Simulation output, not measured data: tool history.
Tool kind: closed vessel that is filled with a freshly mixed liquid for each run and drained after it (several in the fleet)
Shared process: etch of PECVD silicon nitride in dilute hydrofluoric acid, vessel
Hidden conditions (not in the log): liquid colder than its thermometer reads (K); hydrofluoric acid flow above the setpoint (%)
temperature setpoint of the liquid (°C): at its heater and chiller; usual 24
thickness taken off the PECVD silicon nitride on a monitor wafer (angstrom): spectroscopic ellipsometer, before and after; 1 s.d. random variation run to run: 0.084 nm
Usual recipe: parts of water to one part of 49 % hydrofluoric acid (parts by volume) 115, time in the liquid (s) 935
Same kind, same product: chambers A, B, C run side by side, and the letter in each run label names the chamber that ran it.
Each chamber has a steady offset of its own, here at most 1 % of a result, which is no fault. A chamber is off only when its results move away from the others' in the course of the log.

run    day  temperature setpoint of the liquid (°C)  parts of water to one part of 49 % hydrofluoric acid (parts by volume)  time in the liquid (s)  hours since the thermometer was replaced  hours since the hydrofluoric acid flow meter was replaced  read-back film thickness of the PECVD silicon nitride reference wafer, read on the same gauge (nm)  thickness taken off the PECVD silicon nitride on a monitor wafer (angstrom)
 1B  0.375                                       24                                                                     115                     935                                     942.2                                                      304.4                                                                                              150.01                                                                       141.69
 2A  0.671                                       24                                                                     115                     935                                     904.8                                                     1450.7                                                                                              149.99                                                                       140.70
 3C  0.888                                       24                                                                     115                     935                                     415.6                                                      702.3                                                                                              150.00                                                                       140.78
 4C  1.362                                       24                                                                     115                     935                                     427.0                                                      713.7                                                                                              150.02                                                                       140.39
 5B  1.583                                       24                                                                     115                     935                                     971.2                                                      333.4                                                                                              149.97                                                                       142.91
 6A  1.879                                       24                                                                     115                     935                                     933.8                                                     1479.7                                                                                              150.00                                                                       141.76
 7C  2.350                                       24                                                                     115                     935                                     450.7                                                      737.4                                                                                              150.02                                                                       139.97
 8A  2.767                                       28                                                                      65                     935                                     955.1                                                     1501.0                                                                                              150.02                                                                       319.68
 9B  3.200                                       28                                                                      65                     935                                    1010.0                                                      372.2                                                                                              150.04                                                                       319.67
10A  3.638                                       28                                                                      65                     935                                     976.0                                                     1521.9                                                                                              150.01                                                                       319.40
11C  4.067                                       24                                                                     115                     935                                     491.9                                                      778.6                                                                                              149.98                                                                       137.07
     4.146  -- chamber A: hydrofluoric acid flow meter replaced
12B  4.533                                       24                                                                     115                     935                                    1042.0                                                      404.2                                                                                              150.00                                                                       140.73
13A  4.875                                       24                                                                     115                     935                                    1005.7                                                       17.5                                                                                              149.92                                                                       140.31
14C  5.250                                       21                                                                      75                     935                                     520.3                                                      807.0                                                                                              150.04                                                                       166.87
15B  5.596                                       21                                                                      75                     935                                    1067.5                                                      429.7                                                                                              150.02                                                                       175.05
16C  5.917                                       21                                                                      75                     935                                     536.3                                                      823.0                                                                                              149.99                                                                       166.96
17B  6.196                                       24                                                                     115                     935                                    1081.9                                                      444.1                                                                                              150.03                                                                       141.63
18A  6.467                                       24                                                                     115                     935                                    1043.9                                                       55.7                                                                                              149.99                                                                       139.25
19C  6.808                                       24                                                                     115                     935                                     557.7                                                      844.4                                                                                              150.02                                                                       132.66
20A  7.133                                       24                                                                     115                     935                                    1059.9                                                       71.7                                                                                              150.01                                                                       141.32

Next, all 3 chambers run the settings below, one line each with question marks for the results. What does each chamber give?
21A  7.492                                       24                                                                      60                     935                                                                                                                                                                                                                                                                                     ?
21B  7.492                                       24                                                                      60                     935                                                                                                                                                                                                                                                                                     ?
21C  7.492                                       24                                                                      60                     935                                                                                                                                                                                                                                                                                     ?

run  thickness taken off the PECVD silicon nitride on a monitor wafer (angstrom)
21A                                                                       263.81
21B                                                                       263.36
21C                                                                       250.56
